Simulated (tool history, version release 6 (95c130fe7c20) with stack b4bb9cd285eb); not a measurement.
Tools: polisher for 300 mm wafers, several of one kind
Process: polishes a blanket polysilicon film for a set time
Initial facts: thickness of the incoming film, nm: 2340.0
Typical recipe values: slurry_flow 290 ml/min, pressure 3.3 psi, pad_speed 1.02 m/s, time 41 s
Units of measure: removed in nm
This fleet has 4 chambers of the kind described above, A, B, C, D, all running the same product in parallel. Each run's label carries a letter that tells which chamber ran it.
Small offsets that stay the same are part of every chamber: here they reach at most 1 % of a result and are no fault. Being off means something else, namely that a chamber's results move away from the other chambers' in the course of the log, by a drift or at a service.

run 1A hour=3.3 | slurry_flow=290 pressure=3.3 pad_speed=1.02 time=41 | removed=342.14
run 2D hour=8.3 | slurry_flow=290 pressure=3.3 pad_speed=1.02 time=41 | removed=343.93
run 3B hour=13.2 | slurry_flow=290 pressure=3.3 pad_speed=1.02 time=41 | removed=340.25
run 4C hour=16.7 | slurry_flow=290 pressure=3.3 pad_speed=1.02 time=41 | removed=344.81
run 5D hour=21.5 | slurry_flow=290 pressure=3.3 pad_speed=1.02 time=41 | removed=342.48
run 6A hour=25.0 | slurry_flow=290 pressure=3.3 pad_speed=1.02 time=41 | removed=343.52
-- hour=27.4 chamber C: head pressure recalibrated
run 7B hour=29.7 | slurry_flow=290 pressure=3.3 pad_speed=1.02 time=41 | removed=347.59
run 8C hour=35.1 | slurry_flow=290 pressure=3.3 pad_speed=1.02 time=41 | removed=346.06
run 9B hour=41.3 | slurry_flow=250 pressure=3.3 pad_speed=0.74 time=41 | removed=243.10
-- hour=44.5 chamber C: worn pad replaced by a new one
run 10C hour=45.1 | slurry_flow=250 pressure=3.3 pad_speed=0.74 time=41 | removed=248.80
run 11D hour=50.0 | slurry_flow=250 pressure=3.3 pad_speed=0.74 time=41 | removed=244.01
-- hour=50.1 chamber B: slurry nozzle cleaned
run 12A hour=56.4 | slurry_flow=250 pressure=3.3 pad_speed=0.74 time=41 | removed=248.35
run 13A hour=61.4 | slurry_flow=290 pressure=3.3 pad_speed=1.02 time=41 | removed=342.07
-- hour=64.0 chamber A: worn pad replaced by a new one
run 14C hour=68.1 | slurry_flow=290 pressure=3.3 pad_speed=1.02 time=54 | removed=452.91
-- hour=68.6 chamber B: worn pad replaced by a new one
run 15D hour=74.8 | slurry_flow=290 pressure=3.3 pad_speed=1.02 time=54 | removed=448.71
run 16B hour=80.2 | slurry_flow=290 pressure=3.3 pad_speed=1.02 time=54 | removed=457.25
run 17A hour=86.4 | slurry_flow=290 pressure=3.3 pad_speed=1.02 time=54 | removed=448.03
run 18B hour=91.9 | slurry_flow=290 pressure=3.3 pad_speed=1.02 time=41 | removed=345.70
run 19D hour=96.6 | slurry_flow=290 pressure=3.3 pad_speed=1.02 time=41 | removed=345.34
run 20C hour=99.9 | slurry_flow=290 pressure=3.3 pad_speed=1.02 time=41 | removed=347.31
run 21C hour=103.9 | slurry_flow=290 pressure=3.3 pad_speed=1.02 time=41 | removed=344.99
run 22A hour=108.6 | slurry_flow=290 pressure=2.4 pad_speed=0.72 time=41 | removed=176.78
run 23B hour=113.0 | slurry_flow=290 pressure=2.4 pad_speed=0.72 time=41 | removed=175.96
run 24D hour=118.7 | slurry_flow=290 pressure=2.4 pad_speed=0.72 time=41 | removed=180.00
run 25A hour=122.1 | slurry_flow=290 pressure=2.4 pad_speed=0.72 time=41 | removed=177.65
run 26D hour=127.9 | slurry_flow=290 pressure=3.3 pad_speed=1.02 time=41 | removed=347.90
run 27C hour=131.9 | slurry_flow=290 pressure=3.3 pad_speed=1.18 time=35 | removed=339.93
run 28B hour=137.2 | slurry_flow=290 pressure=3.3 pad_speed=1.18 time=35 | removed=336.64
-- hour=140.8 chamber A: worn pad replaced by a new one
-- hour=141.0 chamber D: worn pad replaced by a new one
run 29D hour=142.9 | slurry_flow=290 pressure=3.3 pad_speed=1.18 time=35 | removed=348.43
run 30A hour=148.6 | slurry_flow=290 pressure=3.3 pad_speed=1.18 time=35 | removed=342.36
run 31B hour=152.3 | slurry_flow=290 pressure=3.3 pad_speed=1.02 time=41 | removed=344.21
run 32C hour=158.5 | slurry_flow=290 pressure=3.3 pad_speed=1.02 time=41 | removed=343.47
run 33C hour=162.1 | slurry_flow=290 pressure=3.3 pad_speed=1.02 time=41 | removed=344.21
run 34D hour=169.1 | slurry_flow=290 pressure=3.3 pad_speed=1.02 time=41 | removed=361.51
run 35A hour=174.9 | slurry_flow=290 pressure=3.3 pad_speed=1.02 time=41 | removed=341.81

All 4 chambers run these settings next. Forecast each chamber's results:
run 36A hour=179.9 | slurry_flow=290 pressure=3.3 pad_speed=1.02 time=41 | removed=?
run 36B hour=179.9 | slurry_flow=290 pressure=3.3 pad_speed=1.02 time=41 | removed=?
run 36C hour=179.9 | slurry_flow=290 pressure=3.3 pad_speed=1.02 time=41 | removed=?
run 36D hour=179.9 | slurry_flow=290 pressure=3.3 pad_speed=1.02 time=41 | removed=?

run=36A removed=342.65
run=36B removed=341.76
run=36C removed=343.71
run=36D removed=361.43

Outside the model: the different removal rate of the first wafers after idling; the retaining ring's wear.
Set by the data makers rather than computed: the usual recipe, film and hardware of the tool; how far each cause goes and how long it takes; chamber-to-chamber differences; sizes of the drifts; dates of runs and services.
